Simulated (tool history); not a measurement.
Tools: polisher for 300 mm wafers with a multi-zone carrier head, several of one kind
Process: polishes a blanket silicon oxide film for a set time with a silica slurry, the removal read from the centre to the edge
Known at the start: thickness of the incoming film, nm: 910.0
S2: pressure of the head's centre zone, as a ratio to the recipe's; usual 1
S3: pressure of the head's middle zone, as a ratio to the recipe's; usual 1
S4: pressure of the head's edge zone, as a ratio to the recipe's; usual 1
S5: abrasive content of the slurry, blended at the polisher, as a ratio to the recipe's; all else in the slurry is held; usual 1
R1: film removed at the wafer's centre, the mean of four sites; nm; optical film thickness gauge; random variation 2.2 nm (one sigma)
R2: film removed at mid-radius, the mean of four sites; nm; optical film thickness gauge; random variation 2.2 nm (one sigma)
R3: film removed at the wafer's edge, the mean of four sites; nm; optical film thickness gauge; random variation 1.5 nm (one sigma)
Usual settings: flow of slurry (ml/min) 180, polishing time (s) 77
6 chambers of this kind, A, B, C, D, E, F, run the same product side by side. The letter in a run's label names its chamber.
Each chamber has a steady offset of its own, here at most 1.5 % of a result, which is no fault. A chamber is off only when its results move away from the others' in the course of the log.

-- hour=0.5 chamber C: worn pad replaced by a new one
-- hour=2 chamber A: slurry nozzle cleaned
run 1E hour=4.2 | flow_of_slurry_(ml/min)=180 S2=1 S3=1 S4=1 S5=1 polishing_time_(s)=77 | R1=237.21 R2=237.63 R3=235.52
run 2C hour=9 | flow_of_slurry_(ml/min)=180 S2=1 S3=1 S4=1 S5=1 polishing_time_(s)=77 | R1=239.76 R2=237.91 R3=236.83
run 3D hour=14.7 | flow_of_slurry_(ml/min)=180 S2=1 S3=1 S4=1 S5=1 polishing_time_(s)=77 | R1=239.05 R2=233.8 R3=235.98
run 4F hour=21.9 | flow_of_slurry_(ml/min)=180 S2=1 S3=1 S4=1 S5=1 polishing_time_(s)=77 | R1=234.02 R2=234.75 R3=232.63
run 5B hour=27 | flow_of_slurry_(ml/min)=180 S2=1 S3=1 S4=1 S5=1 polishing_time_(s)=77 | R1=233.83 R2=237.31 R3=234.41
run 6A hour=32.2 | flow_of_slurry_(ml/min)=180 S2=1 S3=1 S4=1 S5=1 polishing_time_(s)=62 | R1=192.53 R2=193.41 R3=190.17
run 7F hour=37.9 | flow_of_slurry_(ml/min)=180 S2=1 S3=1 S4=1 S5=1 polishing_time_(s)=62 | R1=189.9 R2=193.93 R3=190.65
-- hour=40.5 chamber B: slurry nozzle cleaned
run 8A hour=45 | flow_of_slurry_(ml/min)=180 S2=1 S3=1 S4=1 S5=1 polishing_time_(s)=62 | R1=191.92 R2=191.35 R3=191.35
run 9B hour=48.2 | flow_of_slurry_(ml/min)=180 S2=1 S3=1 S4=1 S5=1 polishing_time_(s)=62 | R1=190.99 R2=188.58 R3=189.11
run 10E hour=52.3 | flow_of_slurry_(ml/min)=180 S2=1 S3=1 S4=1 S5=1 polishing_time_(s)=62 | R1=194.25 R2=192.86 R3=193.14
-- hour=57.6 chamber A: worn pad replaced by a new one
run 11C hour=57.7 | flow_of_slurry_(ml/min)=180 S2=1 S3=1 S4=1 S5=1 polishing_time_(s)=62 | R1=190.21 R2=189.14 R3=189.37
run 12D hour=61.2 | flow_of_slurry_(ml/min)=180 S2=1 S3=1 S4=1 S5=1 polishing_time_(s)=77 | R1=236.81 R2=236.47 R3=238.22
run 13C hour=64.4 | flow_of_slurry_(ml/min)=180 S2=1 S3=1 S4=1 S5=1 polishing_time_(s)=77 | R1=232.18 R2=235.52 R3=236.87
-- hour=65.5 chamber E: slurry nozzle cleaned
run 14F hour=70.3 | flow_of_slurry_(ml/min)=180 S2=1 S3=1 S4=1 S5=0.85 polishing_time_(s)=77 | R1=224.21 R2=220.37 R3=219.07
-- hour=74.1 chamber B: worn pad replaced by a new one
run 15A hour=77.1 | flow_of_slurry_(ml/min)=180 S2=1 S3=1 S4=1 S5=0.85 polishing_time_(s)=77 | R1=217.39 R2=223.61 R3=219.8
run 16E hour=81.8 | flow_of_slurry_(ml/min)=180 S2=1 S3=1 S4=1 S5=0.85 polishing_time_(s)=77 | R1=217.62 R2=216.8 R3=221.11
run 17D hour=86.1 | flow_of_slurry_(ml/min)=180 S2=1 S3=1 S4=1 S5=0.85 polishing_time_(s)=77 | R1=218.58 R2=218.17 R3=220.68
run 18B hour=91.5 | flow_of_slurry_(ml/min)=180 S2=1 S3=1 S4=1 S5=0.85 polishing_time_(s)=77 | R1=219.49 R2=221.4 R3=218.72
run 19B hour=95.2 | flow_of_slurry_(ml/min)=180 S2=1 S3=1 S4=1 S5=0.85 polishing_time_(s)=77 | R1=218.12 R2=219.51 R3=217.33
run 20F hour=99.2 | flow_of_slurry_(ml/min)=180 S2=1 S3=1 S4=1 S5=1 polishing_time_(s)=77 | R1=236.19 R2=239.48 R3=234.44
run 21A hour=102.4 | flow_of_slurry_(ml/min)=180 S2=1 S3=1 S4=1 S5=1 polishing_time_(s)=77 | R1=234.04 R2=240.97 R3=235.87
run 22E hour=108.8 | flow_of_slurry_(ml/min)=180 S2=1 S3=1 S4=1 S5=1 polishing_time_(s)=77 | R1=233.6 R2=235.05 R3=238.7
run 23D hour=112.1 | flow_of_slurry_(ml/min)=180 S2=1 S3=1 S4=1 S5=1 polishing_time_(s)=77 | R1=238.84 R2=233.04 R3=238.98
run 24C hour=116.9 | flow_of_slurry_(ml/min)=180 S2=1 S3=1 S4=1 S5=1 polishing_time_(s)=77 | R1=226.14 R2=235.53 R3=235.43
run 25B hour=120.6 | flow_of_slurry_(ml/min)=180 S2=1 S3=1 S4=1 S5=1 polishing_time_(s)=77 | R1=237.72 R2=239.17 R3=236.7
run 26D hour=126.8 | flow_of_slurry_(ml/min)=180 S2=1 S3=1 S4=1 S5=1 polishing_time_(s)=77 | R1=235.18 R2=235.71 R3=238.1
run 27F hour=131.4 | flow_of_slurry_(ml/min)=180 S2=1 S3=1 S4=1 S5=1 polishing_time_(s)=77 | R1=235.21 R2=240.15 R3=237.33
-- hour=134.4 chamber D: worn pad replaced by a new one
run 28A hour=135.3 | flow_of_slurry_(ml/min)=180 S2=1 S3=1 S4=1 S5=1 polishing_time_(s)=77 | R1=236.85 R2=236.56 R3=235.51
-- hour=137.5 chamber F: worn pad replaced by a new one
run 29E hour=138.7 | flow_of_slurry_(ml/min)=180 S2=1.04 S3=1 S4=1 S5=1 polishing_time_(s)=77 | R1=241.03 R2=237.67 R3=239.95
run 30C hour=145.9 | flow_of_slurry_(ml/min)=180 S2=1.04 S3=1 S4=1 S5=1 polishing_time_(s)=77 | R1=227.7 R2=235.55 R3=234.61
-- hour=149.3 chamber E: worn pad replaced by a new one
run 31B hour=152.2 | flow_of_slurry_(ml/min)=180 S2=1.04 S3=1 S4=1 S5=1 polishing_time_(s)=77 | R1=243.1 R2=236.41 R3=235.18
run 32C hour=159.1 | flow_of_slurry_(ml/min)=180 S2=1.04 S3=1 S4=1 S5=1 polishing_time_(s)=77 | R1=227.13 R2=236.55 R3=239.72
-- hour=159.7 chamber D: slurry nozzle cleaned
run 33D hour=164 | flow_of_slurry_(ml/min)=180 S2=1.04 S3=1 S4=1 S5=1 polishing_time_(s)=77 | R1=240.98 R2=237.27 R3=238.9
-- hour=167.7 chamber B: worn pad replaced by a new one
run 34A hour=171.2 | flow_of_slurry_(ml/min)=180 S2=1.04 S3=1 S4=1 S5=1 polishing_time_(s)=77 | R1=244.49 R2=241.45 R3=236.51
run 35E hour=174.9 | flow_of_slurry_(ml/min)=180 S2=1 S3=1 S4=1 S5=1 polishing_time_(s)=77 | R1=234.06 R2=237.87 R3=240.65
-- hour=176 chamber F: slurry nozzle cleaned
run 36F hour=179.7 | flow_of_slurry_(ml/min)=145 S2=1 S3=1 S4=1 S5=1 polishing_time_(s)=77 | R1=229 R2=230.41 R3=228.11
run 37B hour=184.6 | flow_of_slurry_(ml/min)=145 S2=1 S3=1 S4=1 S5=1 polishing_time_(s)=77 | R1=226.72 R2=231.43 R3=231.61
-- hour=188.4 chamber A: worn pad replaced by a new one
run 38A hour=188.8 | flow_of_slurry_(ml/min)=145 S2=1 S3=1 S4=1 S5=1 polishing_time_(s)=77 | R1=229.86 R2=230.82 R3=229.5
run 39D hour=193.2 | flow_of_slurry_(ml/min)=145 S2=1 S3=1 S4=1 S5=1 polishing_time_(s)=77 | R1=228.46 R2=226.87 R3=227.2

What goes on in this fleet: one chamber off, a drifting gauge, or nothing beyond the chambers' own small offsets? Name the chamber and the cause, if any.

Chamber C drifts away from the others.
Cause: centre zone's pressure below its setpoint, % = 11.2.

Here are 4 candidates for chamber C's next run, each the usual settings with a change, their results left as question marks. Which one brings its results back in line with what the others give on the usual settings?
In line means no further than this from the other chambers' mean on the usual settings: R1 7.6 nm; R2 7.6 nm; R3 5.3 nm
run 40C-1 hour=198.4 | flow_of_slurry_(ml/min)=170 S2=0.86 S3=1.02 S4=1.05 S5=1 polishing_time_(s)=75 | R1=? R2=? R3=?
run 40C-2 hour=198.4 | flow_of_slurry_(ml/min)=170 S2=0.9 S3=1.01 S4=1.04 S5=1 polishing_time_(s)=76 | R1=? R2=? R3=?
run 40C-3 hour=198.4 | flow_of_slurry_(ml/min)=190 S2=1.1 S3=0.99 S4=0.96 S5=1 polishing_time_(s)=78 | R1=? R2=? R3=?
run 40C-4 hour=198.4 | flow_of_slurry_(ml/min)=195 S2=1.17 S3=0.98 S4=0.94 S5=1 polishing_time_(s)=80 | R1=? R2=? R3=?

The other chambers' mean on the usual settings: R1 236.66 nm; R2 237.86 nm; R3 236.87 nm
run=40C-1 R1=168.96 R2=231.42 R3=232.94
run=40C-2 R1=180.14 R2=232.36 R3=234.88
run=40C-3 R1=235.44 R2=238.23 R3=234.41
run=40C-4 R1=259.4 R2=242.96 R3=238.59
40C-3 brings the chamber back in line.

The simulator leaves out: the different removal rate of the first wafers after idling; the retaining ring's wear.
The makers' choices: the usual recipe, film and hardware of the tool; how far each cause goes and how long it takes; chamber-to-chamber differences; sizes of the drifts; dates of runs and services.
